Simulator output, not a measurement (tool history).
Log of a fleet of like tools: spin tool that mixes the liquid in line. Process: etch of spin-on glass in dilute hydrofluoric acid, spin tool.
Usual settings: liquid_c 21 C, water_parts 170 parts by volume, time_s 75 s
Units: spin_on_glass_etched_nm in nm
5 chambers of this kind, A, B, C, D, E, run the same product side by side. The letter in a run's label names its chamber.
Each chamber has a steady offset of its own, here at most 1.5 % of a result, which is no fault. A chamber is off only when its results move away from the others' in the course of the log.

run   hour  liquid_c  water_parts  time_s  hours since the thermometer was replaced  hours since the hydrofluoric acid flow meter was replaced  read-back film thickness of the spin-on glass reference wafer, read on the same gauge (nm)  spin_on_glass_etched_nm
 1B    6.8        21          170      75                                     602.4                                                      316.6                                                                                      90.029                   22.220
 2C   12.1        21          170      75                                     395.8                                                      948.8                                                                                      90.010                   22.109
 3D   20.3        21          170      75                                     727.8                                                      126.5                                                                                      90.002                   22.882
 4A   28.7        21          170      75                                     348.9                                                      480.7                                                                                      90.003                   22.295
 5E   36.0        21          170      75                                     645.2                                                      685.6                                                                                      89.999                   22.150
 6A   42.0        21          170      75                                     362.2                                                      494.0                                                                                      90.038                   22.364
 7D   47.7        21          170      75                                     755.2                                                      153.9                                                                                      90.014                   22.521
 8B   54.6        21          170      75                                     650.2                                                      364.4                                                                                      89.984                   22.077
 9C   59.7        21          170      75                                     443.4                                                      996.4                                                                                      90.018                   22.348
10E   65.5        21          170      75                                     674.7                                                      715.1                                                                                      89.971                   21.978
11E   70.9        21          170      75                                     680.1                                                      720.5                                                                                      90.028                   21.857
12C   75.9        21          170      75                                     459.6                                                     1012.6                                                                                      89.983                   22.079
13A   81.2        21          170      75                                     401.4                                                      533.2                                                                                      90.003                   22.015
14D   86.6        21          170      75                                     794.1                                                      192.8                                                                                      90.010                   22.130
15B   94.5        21          170      75                                     690.1                                                      404.3                                                                                      89.984                   21.906
16B   98.3        21          170      75                                     693.9                                                      408.1                                                                                      89.987                   21.802
17E  102.3        21          170      75                                     711.5                                                      751.9                                                                                      90.004                   21.659
18D  110.4        21          170      75                                     817.9                                                      216.6                                                                                      90.019                   22.294
19C  118.9        21          170      75                                     502.6                                                     1055.6                                                                                      90.009                   22.292
20A  123.2        21          170      75                                     443.4                                                      575.2                                                                                      89.988                   22.755
21A  131.6        21          170      75                                     451.8                                                      583.6                                                                                      89.992                   22.617
22D  136.3        21          170      75                                     843.8                                                      242.5                                                                                      89.974                   22.122
23B  141.7        21          170      75                                     737.3                                                      451.5                                                                                      89.986                   22.549
24E  147.2        21          170      75                                     756.4                                                      796.8                                                                                      89.992                   21.742
25C  153.3        21          170      75                                     537.0                                                     1090.0                                                                                      90.041                   21.826
26E  157.7        21          170      75                                     766.9                                                      807.3                                                                                      89.978                   21.809
     160.8  -- chamber E: thermometer replaced
27D  161.5        21          170      75                                     869.0                                                      267.7                                                                                      90.018                   21.440
28B  167.6        21          170      75                                     763.2                                                      477.4                                                                                      90.016                   22.340
29C  171.7        21          170      75                                     555.4                                                     1108.4                                                                                      90.018                   22.160
30A  180.2        21          170      75                                     500.4                                                      632.2                                                                                      90.019                   22.355
31B  185.1        21          170      75                                     780.7                                                      494.9                                                                                      90.009                   22.252
32E  191.9        21          170      75                                      31.1                                                      841.5                                                                                      90.006                   22.131
33D  199.5        21          170      75                                     907.0                                                      305.7                                                                                      89.981                   21.174
34C  203.5        21          170      75                                     587.2                                                     1140.2                                                                                      89.984                   22.031
35A  211.8        21          200      75                                     532.0                                                      663.8                                                                                      89.998                   18.307
36B  217.6        21          200      75                                     813.2                                                      527.4                                                                                      89.997                   18.043
37D  222.6        21          200      75                                     930.1                                                      328.8                                                                                      90.014                   17.084
38C  226.9        21          200      75                                     610.6                                                     1163.6                                                                                      90.005                   18.144
39E  235.0        21          200      75                                      74.2                                                      884.6                                                                                      90.001                   18.134
40A  239.4        21          170      75                                     559.6                                                      691.4                                                                                      89.984                   22.125

All 5 chambers run these settings next. Forecast each chamber's results:
41A  245.5        21          170      60                                                                                                                                                                                                                         ?
41B  245.5        21          170      60                                                                                                                                                                                                                         ?
41C  245.5        21          170      60                                                                                                                                                                                                                         ?
41D  245.5        21          170      60                                                                                                                                                                                                                         ?
41E  245.5        21          170      60                                                                                                                                                                                                                         ?

run  spin_on_glass_etched_nm
41A                   17.897
41B                   17.840
41C                   17.725
41D                   16.241
41E                   17.503

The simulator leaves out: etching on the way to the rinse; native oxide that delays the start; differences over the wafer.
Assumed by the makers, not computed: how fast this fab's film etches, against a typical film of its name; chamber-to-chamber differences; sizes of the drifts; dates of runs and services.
